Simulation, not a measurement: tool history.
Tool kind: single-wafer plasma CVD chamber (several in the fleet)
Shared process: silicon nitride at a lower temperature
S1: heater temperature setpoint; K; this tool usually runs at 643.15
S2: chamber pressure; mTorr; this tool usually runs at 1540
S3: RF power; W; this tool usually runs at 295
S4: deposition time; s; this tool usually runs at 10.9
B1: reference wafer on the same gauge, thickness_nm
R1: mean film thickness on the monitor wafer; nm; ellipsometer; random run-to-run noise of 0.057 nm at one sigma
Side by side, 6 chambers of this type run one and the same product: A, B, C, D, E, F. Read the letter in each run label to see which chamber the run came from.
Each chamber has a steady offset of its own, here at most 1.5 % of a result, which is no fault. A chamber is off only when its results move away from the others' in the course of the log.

Run 1F, hour 3.2: usual settings; B1 12.5. Result: R1 12.357 nm.
Run 2C, hour 8.7: usual settings; B1 12.484. Result: R1 12.3 nm.
Run 3E, hour 11.9: usual settings; B1 12.482. Result: R1 12.514 nm.
Run 4A, hour 17.5: usual settings; B1 12.492. Result: R1 12.551 nm.
Run 5B, hour 23.7: usual settings; B1 12.511. Result: R1 12.536 nm.
Run 6D, hour 27.4: usual settings but S2 1240 mTorr; B1 12.497. Result: R1 11.88 nm.
Run 7A, hour 31.7: usual settings but S2 1240 mTorr; B1 12.507. Result: R1 11.833 nm.
Run 8E, hour 35.1: usual settings but S2 1240 mTorr; B1 12.505. Result: R1 11.852 nm.
Run 9F, hour 38.1: usual settings but S2 1240 mTorr; B1 12.511. Result: R1 11.572 nm.
At hour 41.2: chamber E: capacitance manometer re-zeroed and calibrated.
At hour 41.7: chamber E: RF generator calibrated.
Run 10B, hour 42.4: usual settings but S2 1240 mTorr; B1 12.5. Result: R1 11.739 nm.
Run 11C, hour 48.3: usual settings but S2 1240 mTorr; B1 12.508. Result: R1 11.607 nm.
Run 12D, hour 53: usual settings; B1 12.504. Result: R1 12.612 nm.
Run 13C, hour 59.1: usual settings; B1 12.506. Result: R1 12.282 nm.
Run 14B, hour 63.6: usual settings; B1 12.516. Result: R1 12.448 nm.
Run 15E, hour 67.2: usual settings; B1 12.519. Result: R1 12.474 nm.
Run 16A, hour 71.9: usual settings; B1 12.51. Result: R1 12.517 nm.
Run 17F, hour 78.2: usual settings; B1 12.513. Result: R1 12.332 nm.
Run 18D, hour 84.4: usual settings but S1 638.15 K, S2 1810 mTorr; B1 12.5. Result: R1 13.066 nm.
Run 19E, hour 89.2: usual settings but S1 638.15 K, S2 1810 mTorr; B1 12.504. Result: R1 13.216 nm.
Run 20D, hour 94.5: usual settings but S1 638.15 K, S2 1810 mTorr; B1 12.502. Result: R1 13.198 nm.
Run 21F, hour 97.8: usual settings but S1 638.15 K, S2 1810 mTorr; B1 12.509. Result: R1 12.944 nm.
Run 22B, hour 102.1: usual settings but S1 638.15 K, S2 1810 mTorr; B1 12.51. Result: R1 12.96 nm.
Run 23C, hour 107: usual settings but S1 638.15 K, S2 1810 mTorr; B1 12.499. Result: R1 12.871 nm.
Run 24A, hour 111.6: usual settings; B1 12.516. Result: R1 12.591 nm.
Run 25E, hour 116.2: usual settings but S4 10.1 s; B1 12.507. Result: R1 11.569 nm.
Run 26C, hour 120.5: usual settings but S4 10.1 s; B1 12.501. Result: R1 11.484 nm.
Run 27B, hour 126.1: usual settings but S4 10.1 s; B1 12.495. Result: R1 11.556 nm.
Run 28A, hour 131.7: usual settings but S4 10.1 s; B1 12.503. Result: R1 11.774 nm.
Run 29D, hour 137.1: usual settings but S4 10.1 s; B1 12.497. Result: R1 11.695 nm.
Run 30F, hour 143.2: usual settings but S4 10.1 s; B1 12.505. Result: R1 11.327 nm.
Run 31B, hour 147.9: usual settings; B1 12.492. Result: R1 12.398 nm.
Run 32F, hour 152.7: usual settings; B1 12.508. Result: R1 12.337 nm.
Run 33D, hour 159.1: usual settings; B1 12.5. Result: R1 12.549 nm.
Run 34E, hour 165.4: usual settings; B1 12.507. Result: R1 12.457 nm.
Run 35A, hour 171: usual settings; B1 12.496. Result: R1 12.445 nm.
Run 36C, hour 174.8: usual settings; B1 12.499. Result: R1 12.282 nm.
Run 37C, hour 179.5: usual settings; B1 12.476. Result: R1 12.313 nm.
Run 38F, hour 184.2: usual settings; B1 12.501. Result: R1 12.318 nm.
Run 39D, hour 190.5: usual settings; B1 12.506. Result: R1 12.529 nm.
Run 40B, hour 193.8: usual settings; B1 12.513. Result: R1 12.458 nm.
Run 41E, hour 197.9: usual settings; B1 12.493. Result: R1 12.54 nm.
Run 42A, hour 202.8: usual settings; B1 12.504. Result: R1 12.511 nm.
Run 43C, hour 208.1: usual settings; B1 12.505. Result: R1 12.321 nm.

What goes on in this fleet: one chamber off, a drifting gauge, or nothing beyond the chambers' own small offsets? Name the chamber and the cause, if any.

Nothing is wrong: each chamber keeps only its own small, steady offset and the gauge holds still.

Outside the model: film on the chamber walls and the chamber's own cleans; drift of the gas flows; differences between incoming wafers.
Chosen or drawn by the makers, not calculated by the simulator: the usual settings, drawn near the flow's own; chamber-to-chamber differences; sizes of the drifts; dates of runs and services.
